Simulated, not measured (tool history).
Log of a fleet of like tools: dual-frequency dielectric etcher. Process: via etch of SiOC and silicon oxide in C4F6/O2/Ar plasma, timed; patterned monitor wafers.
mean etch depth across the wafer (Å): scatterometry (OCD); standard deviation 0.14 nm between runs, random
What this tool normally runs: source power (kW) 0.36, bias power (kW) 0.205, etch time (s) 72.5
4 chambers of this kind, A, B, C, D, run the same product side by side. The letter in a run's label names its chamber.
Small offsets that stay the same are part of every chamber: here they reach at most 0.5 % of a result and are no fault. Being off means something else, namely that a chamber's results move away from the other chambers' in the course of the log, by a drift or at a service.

run   hour  source power (kW)  bias power (kW)  etch time (s)  hours since the last wet clean  hours since the last source power generator calibration  hours since the last bias power generator calibration  read-back reference wafer on the same gauge, depth_nm  mean etch depth across the wafer (Å)
 1D    9.2               0.36            0.205           72.5                           205.2                                                   1639.5                                                 2425.7                                                 95.868                                815.92
 2C   14.5               0.36            0.205           72.5                           232.4                                                     1635                                                  274.5                                                 95.828                                822.07
 3A   21.4               0.36            0.205           72.5                           406.6                                                   3163.1                                                 1499.2                                                  95.88                                818.09
 4B   26.1               0.36            0.205           72.5                           324.9                                                   1190.7                                                 3209.3                                                 95.841                                826.42
 5D   31.5               0.36            0.205           72.5                           227.5                                                   1661.8                                                   2448                                                 95.884                                818.37
 6A     37               0.36            0.205           72.5                           422.2                                                   3178.7                                                 1514.8                                                 95.937                                819.68
 7B   43.8               0.36            0.205           72.5                           342.6                                                   1208.4                                                   3227                                                 95.921                                 823.1
 8C     51               0.36            0.205           72.5                           268.9                                                   1671.5                                                    311                                                 95.903                                824.73
 9D   59.3               0.36            0.205           72.5                           255.3                                                   1689.6                                                 2475.8                                                  95.97                                 818.5
10B   64.3               0.36            0.205           72.5                           363.1                                                   1228.9                                                 3247.5                                                 95.948                                 828.1
11C   68.6               0.36            0.205           72.5                           286.5                                                   1689.1                                                  328.6                                                 95.941                                826.21
12A   77.2               0.36            0.205           72.5                           462.4                                                   3218.9                                                   1555                                                 96.003                                   821
13B   84.8               0.36            0.205           72.5                           383.6                                                   1249.4                                                   3268                                                 96.011                                825.36
14A   91.6               0.36            0.205           72.5                           476.8                                                   3233.3                                                 1569.4                                                 96.048                                823.08
15D   98.6               0.36            0.205           72.5                           294.6                                                   1728.9                                                 2515.1                                                 96.044                                818.19
16C  103.2               0.36            0.205           72.5                           321.1                                                   1723.7                                                  363.2                                                 96.062                                826.09
17C  111.5               0.36            0.205           72.5                           329.4                                                     1732                                                  371.5                                                 96.083                                826.54
18D  118.4               0.36            0.205           72.5                           314.4                                                   1748.7                                                 2534.9                                                 96.054                                822.04
     123.7  -- chamber C: source power generator calibrated
     124.3  -- chamber B: bias power generator calibrated
19B  125.1               0.36            0.205           72.5                           423.9                                                   1289.7                                                    0.8                                                 96.066                                825.18
20A  131.5               0.36            0.205           72.5                           516.7                                                   3273.2                                                 1609.3                                                 96.115                                822.39
21D  139.4               0.36            0.205           59.5                           335.4                                                   1769.7                                                 2555.9                                                 96.177                                673.41
22B  146.3               0.36            0.205           59.5                           445.1                                                   1310.9                                                     22                                                  96.16                                680.27
23A  155.7               0.36            0.205           59.5                           540.9                                                   3297.4                                                 1633.5                                                 96.176                                674.94
24C  161.2               0.36            0.205           59.5                           379.1                                                     37.5                                                  421.2                                                   96.2                                680.56
25D  168.1               0.36            0.205           72.5                           364.1                                                   1798.4                                                 2584.6                                                 96.207                                820.42
26A  172.9               0.36            0.205           72.5                           558.1                                                   3314.6                                                 1650.7                                                 96.228                                825.55
     176.6  -- chamber A: wet clean of the chamber
27C  182.2               0.36            0.205           72.5                           400.1                                                     58.5                                                  442.2                                                 96.263                                828.77
28B  189.5               0.33            0.183           72.5                           488.3                                                   1354.1                                                   65.2                                                 96.262                                770.62
29C  196.6               0.33            0.183           72.5                           414.5                                                     72.9                                                  456.6                                                 96.299                                770.93
30A  205.4               0.33            0.183           72.5                            28.9                                                   3347.1                                                 1683.2                                                 96.308                                768.41
31D  213.9               0.33            0.183           72.5                           409.9                                                   1844.2                                                 2630.4                                                 96.331                                765.67
32B  219.8               0.36            0.205           72.5                           518.6                                                   1384.4                                                   95.5                                                 96.316                                828.85
33A  226.5               0.28            0.205           72.5                              50                                                   3368.2                                                 1704.3                                                 96.334                                749.02
34D  233.7               0.28            0.205           72.5                           429.7                                                     1864                                                 2650.2                                                 96.335                                746.84
35B  242.2               0.28            0.205           72.5                             541                                                   1406.8                                                  117.9                                                 96.434                                755.74
36C  248.5               0.28            0.205           72.5                           466.4                                                    124.8                                                  508.5                                                 96.421                                751.16
     251.5  -- chamber B: wet clean of the chamber
37B  256.5               0.36            0.205           72.5                               5                                                   1421.1                                                  132.2                                                 96.395                                829.33

Which is it: a chamber that has drifted or been left off by a service, a gauge drift common to all chambers, or only each chamber's usual small offset? If a chamber is off, name it and its likeliest cause.

The gauge drifts, so all chambers seem to drift together. No chamber is off.
Likeliest cause: gauge reads high (%) = 0.676.
